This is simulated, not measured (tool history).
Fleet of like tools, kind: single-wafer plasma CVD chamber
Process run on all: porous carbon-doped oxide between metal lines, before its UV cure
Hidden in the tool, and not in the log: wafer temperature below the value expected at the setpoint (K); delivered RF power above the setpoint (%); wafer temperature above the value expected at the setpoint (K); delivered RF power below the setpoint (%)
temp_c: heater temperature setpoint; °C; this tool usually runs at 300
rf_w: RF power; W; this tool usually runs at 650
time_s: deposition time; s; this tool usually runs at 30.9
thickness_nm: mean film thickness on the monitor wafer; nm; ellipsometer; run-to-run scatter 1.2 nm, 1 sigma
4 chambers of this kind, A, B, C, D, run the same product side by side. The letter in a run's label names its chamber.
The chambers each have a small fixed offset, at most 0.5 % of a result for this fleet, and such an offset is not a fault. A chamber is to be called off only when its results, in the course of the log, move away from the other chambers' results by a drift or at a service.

run   hour  temp_c  rf_w  time_s  hours since the last thermocouple change  hours since the last RF generator calibration  read-back reference wafer on the same gauge, thickness_nm  thickness_nm
 1B    4.2     300   650    30.9                                    1017.4                                          932.9                                                     223.92        199.50
 2A    6.8     300   650    30.9                                    1668.0                                         1202.7                                                     224.08        197.97
 3D    9.3     300   650    30.9                                    1067.8                                          615.4                                                     224.34        198.40
 4C   11.8     300   650    30.9                                     720.9                                          594.2                                                     223.94        196.49
 5A   15.9     300   650    30.9                                    1677.1                                         1211.8                                                     224.21        197.06
 6B   19.8     300   650    30.9                                    1033.0                                          948.5                                                     223.92        196.60
 7D   24.0     300   650    30.9                                    1082.5                                          630.1                                                     223.85        196.68
 8C   27.7     300   650    30.9                                     736.8                                          610.1                                                     223.95        194.90
 9A   30.1     300   650    30.9                                    1691.3                                         1226.0                                                     224.13        200.13
10B   34.3     300   650    30.9                                    1047.5                                          963.0                                                     223.95        197.92
11D   37.7     300   650    30.9                                    1096.2                                          643.8                                                     223.98        198.13
12C   40.0     300   650    30.9                                     749.1                                          622.4                                                     224.01        197.18
13B   44.1     300   650    30.9                                    1057.3                                          972.8                                                     224.05        198.45
14D   48.0     300   545    30.9                                    1106.5                                          654.1                                                     223.88        177.21
15C   52.3     300   545    30.9                                     761.4                                          634.7                                                     224.15        174.80
16A   56.3     300   545    30.9                                    1717.5                                         1252.2                                                     224.00        179.06
17A   60.4     300   545    30.9                                    1721.6                                         1256.3                                                     224.20        176.81
18C   63.5     300   650    30.9                                     772.6                                          645.9                                                     223.88        192.02
19B   67.5     300   650    30.9                                    1080.7                                          996.2                                                     224.01        197.91
      67.6  -- chamber B: thermocouple changed; heater temperature recalibrated
20D   70.1     300   650    30.9                                    1128.6                                          676.2                                                     224.11        198.19
21D   74.5     300   650    30.9                                    1133.0                                          680.6                                                     224.11        196.66
22B   77.6     300   650    30.9                                      10.0                                         1006.3                                                     224.27        198.38
23C   81.0     300   650    30.9                                     790.1                                          663.4                                                     223.78        190.83
24A   84.0     300   650    30.9                                    1745.2                                         1279.9                                                     224.16        197.95
25D   87.7     300   650    30.9                                    1146.2                                          693.8                                                     223.78        198.54
26A   90.3     287   650    30.9                                    1751.5                                         1286.2                                                     223.82        213.74
27C   93.7     287   650    30.9                                     802.8                                          676.1                                                     223.86        204.85
28B   96.5     287   650    30.9                                      28.9                                         1025.2                                                     224.25        214.97
29C   99.6     287   650    30.9                                     808.7                                          682.0                                                     224.02        206.40
30A  102.5     300   650    30.9                                    1763.7                                         1298.4                                                     223.99        198.60
31D  106.5     300   650    30.9                                    1165.0                                          712.6                                                     223.95        198.37
32B  110.0     300   650    30.9                                      42.4                                         1038.7                                                     224.10        199.03
     112.3  -- chamber B: RF generator calibrated
33B  114.5     300   650    30.9                                      46.9                                            2.3                                                     224.26        198.51

One chamber off, gauge drift, or nothing amiss beyond the chambers' own small offsets? If it is a chamber, which one, and what is the likeliest cause?

It is chamber C that slowly wanders off from its peers.
Cause: delivered RF power below the setpoint (%) = 7.16.

Chamber C could run next with any of the 4 candidate recipes listed below; each alters the usual settings, and their results appear as question marks. Which one brings its results back in line with what the other chambers deliver on the usual settings?
Maximum distance from the other chambers' mean on the usual settings for a result to count as in line: thickness_nm 4.10 nm
34C-1  117.8     300   650    32.6                                                                                                                                                                 ?
34C-2  117.8     300   655    31.2                                                                                                                                                                 ?
34C-3  117.8     300   650    30.4                                                                                                                                                                 ?
34C-4  117.8     303   615    30.9                                                                                                                                                                 ?

What the other chambers average on the usual settings: thickness_nm 198.49 nm
  run  thickness_nm
34C-1        198.55
34C-2        191.20
34C-3        185.52
34C-4        178.85
It is 34C-1 that realigns the chamber with its peers.
